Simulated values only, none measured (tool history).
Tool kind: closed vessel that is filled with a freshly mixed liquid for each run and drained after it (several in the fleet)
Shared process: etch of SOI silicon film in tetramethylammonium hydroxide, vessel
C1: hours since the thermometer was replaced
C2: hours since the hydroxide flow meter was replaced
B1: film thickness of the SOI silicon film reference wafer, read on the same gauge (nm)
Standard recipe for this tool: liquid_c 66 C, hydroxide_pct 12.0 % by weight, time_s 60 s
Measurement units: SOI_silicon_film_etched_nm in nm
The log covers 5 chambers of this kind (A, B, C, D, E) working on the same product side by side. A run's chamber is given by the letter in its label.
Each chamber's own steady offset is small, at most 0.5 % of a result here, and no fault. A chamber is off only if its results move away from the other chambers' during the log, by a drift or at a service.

Run 1D, hour 6.0: usual settings; C1 624.6; C2 592.3; B1 39.991. Result: SOI_silicon_film_etched_nm 316.02 nm.
At hour 6.9: chamber B: hydroxide flow meter replaced.
At hour 9.2: chamber C: hydroxide flow meter replaced.
Run 2C, hour 10.3: usual settings; C1 549.0; C2 1.1; B1 40.018. Result: SOI_silicon_film_etched_nm 317.43 nm.
Run 3B, hour 15.7: usual settings; C1 964.6; C2 8.9; B1 39.991. Result: SOI_silicon_film_etched_nm 318.71 nm.
Run 4A, hour 21.9: usual settings; C1 1649.7; C2 775.4; B1 40.010. Result: SOI_silicon_film_etched_nm 313.68 nm.
Run 5E, hour 25.0: usual settings; C1 1699.7; C2 207.6; B1 39.992. Result: SOI_silicon_film_etched_nm 317.10 nm.
Run 6C, hour 31.4: usual settings; C1 570.1; C2 22.2; B1 40.008. Result: SOI_silicon_film_etched_nm 317.35 nm.
Run 7E, hour 34.8: usual settings; C1 1709.5; C2 217.4; B1 40.029. Result: SOI_silicon_film_etched_nm 317.92 nm.
Run 8B, hour 40.3: usual settings; C1 989.2; C2 33.5; B1 39.992. Result: SOI_silicon_film_etched_nm 317.57 nm.
Run 9A, hour 44.6: usual settings; C1 1672.4; C2 798.1; B1 39.968. Result: SOI_silicon_film_etched_nm 319.99 nm.
Run 10D, hour 48.1: usual settings; C1 666.7; C2 634.4; B1 39.977. Result: SOI_silicon_film_etched_nm 318.08 nm.
Run 11C, hour 51.5: usual settings; C1 590.2; C2 42.3; B1 39.995. Result: SOI_silicon_film_etched_nm 317.78 nm.
Run 12E, hour 57.8: usual settings; C1 1732.5; C2 240.4; B1 39.989. Result: SOI_silicon_film_etched_nm 319.44 nm.
Run 13B, hour 61.4: usual settings; C1 1010.3; C2 54.6; B1 39.987. Result: SOI_silicon_film_etched_nm 319.62 nm.
Run 14A, hour 67.0: usual settings but liquid_c 59 C; C1 1694.8; C2 820.5; B1 39.959. Result: SOI_silicon_film_etched_nm 207.93 nm.
Run 15D, hour 72.3: usual settings but liquid_c 59 C; C1 690.9; C2 658.6; B1 39.959. Result: SOI_silicon_film_etched_nm 203.24 nm.
Run 16E, hour 76.7: usual settings but liquid_c 59 C; C1 1751.4; C2 259.3; B1 39.976. Result: SOI_silicon_film_etched_nm 204.68 nm.
Run 17D, hour 82.8: usual settings but liquid_c 59 C; C1 701.4; C2 669.1; B1 39.996. Result: SOI_silicon_film_etched_nm 204.90 nm.
Run 18B, hour 89.3: usual settings but liquid_c 59 C; C1 1038.2; C2 82.5; B1 40.018. Result: SOI_silicon_film_etched_nm 208.79 nm.
Run 19C, hour 95.1: usual settings; C1 633.8; C2 85.9; B1 39.945. Result: SOI_silicon_film_etched_nm 317.96 nm.
Run 20A, hour 100.1: usual settings; C1 1727.9; C2 853.6; B1 39.994. Result: SOI_silicon_film_etched_nm 319.72 nm.
Run 21C, hour 104.0: usual settings; C1 642.7; C2 94.8; B1 39.986. Result: SOI_silicon_film_etched_nm 316.48 nm.
Run 22E, hour 109.3: usual settings; C1 1784.0; C2 291.9; B1 40.016. Result: SOI_silicon_film_etched_nm 312.59 nm.
At hour 112.4: chamber E: thermometer replaced.
Run 23A, hour 115.5: usual settings; C1 1743.3; C2 869.0; B1 40.056. Result: SOI_silicon_film_etched_nm 320.25 nm.
Run 24D, hour 120.5: usual settings; C1 739.1; C2 706.8; B1 40.009. Result: SOI_silicon_film_etched_nm 316.49 nm.
At hour 122.5: chamber A: hydroxide flow meter replaced.
Run 25B, hour 123.8: usual settings; C1 1072.7; C2 117.0; B1 39.951. Result: SOI_silicon_film_etched_nm 315.26 nm.
Run 26E, hour 127.4: usual settings; C1 15.0; C2 310.0; B1 40.010. Result: SOI_silicon_film_etched_nm 318.03 nm.
Run 27D, hour 131.8: usual settings but hydroxide_pct 8.5 % by weight; C1 750.4; C2 718.1; B1 40.010. Result: SOI_silicon_film_etched_nm 362.31 nm.
Run 28C, hour 135.2: usual settings but hydroxide_pct 8.5 % by weight; C1 673.9; C2 126.0; B1 39.964. Result: SOI_silicon_film_etched_nm 359.33 nm.
Run 29B, hour 139.4: usual settings but hydroxide_pct 8.5 % by weight; C1 1088.3; C2 132.6; B1 40.010. Result: SOI_silicon_film_etched_nm 359.35 nm.
Run 30A, hour 142.8: usual settings but hydroxide_pct 8.5 % by weight; C1 1770.6; C2 20.4; B1 40.015. Result: SOI_silicon_film_etched_nm 361.67 nm.
Run 31E, hour 148.9: usual settings but hydroxide_pct 8.5 % by weight; C1 36.5; C2 331.5; B1 40.005. Result: SOI_silicon_film_etched_nm 361.60 nm.
Run 32D, hour 154.2: usual settings; C1 772.8; C2 740.5; B1 40.032. Result: SOI_silicon_film_etched_nm 314.96 nm.

Is one chamber off against the others, does the gauge drift, or is nothing wrong? If a chamber is off, say which, and what the likeliest cause is.

Nothing is wrong: each chamber keeps only its own small, steady offset and the gauge holds still.
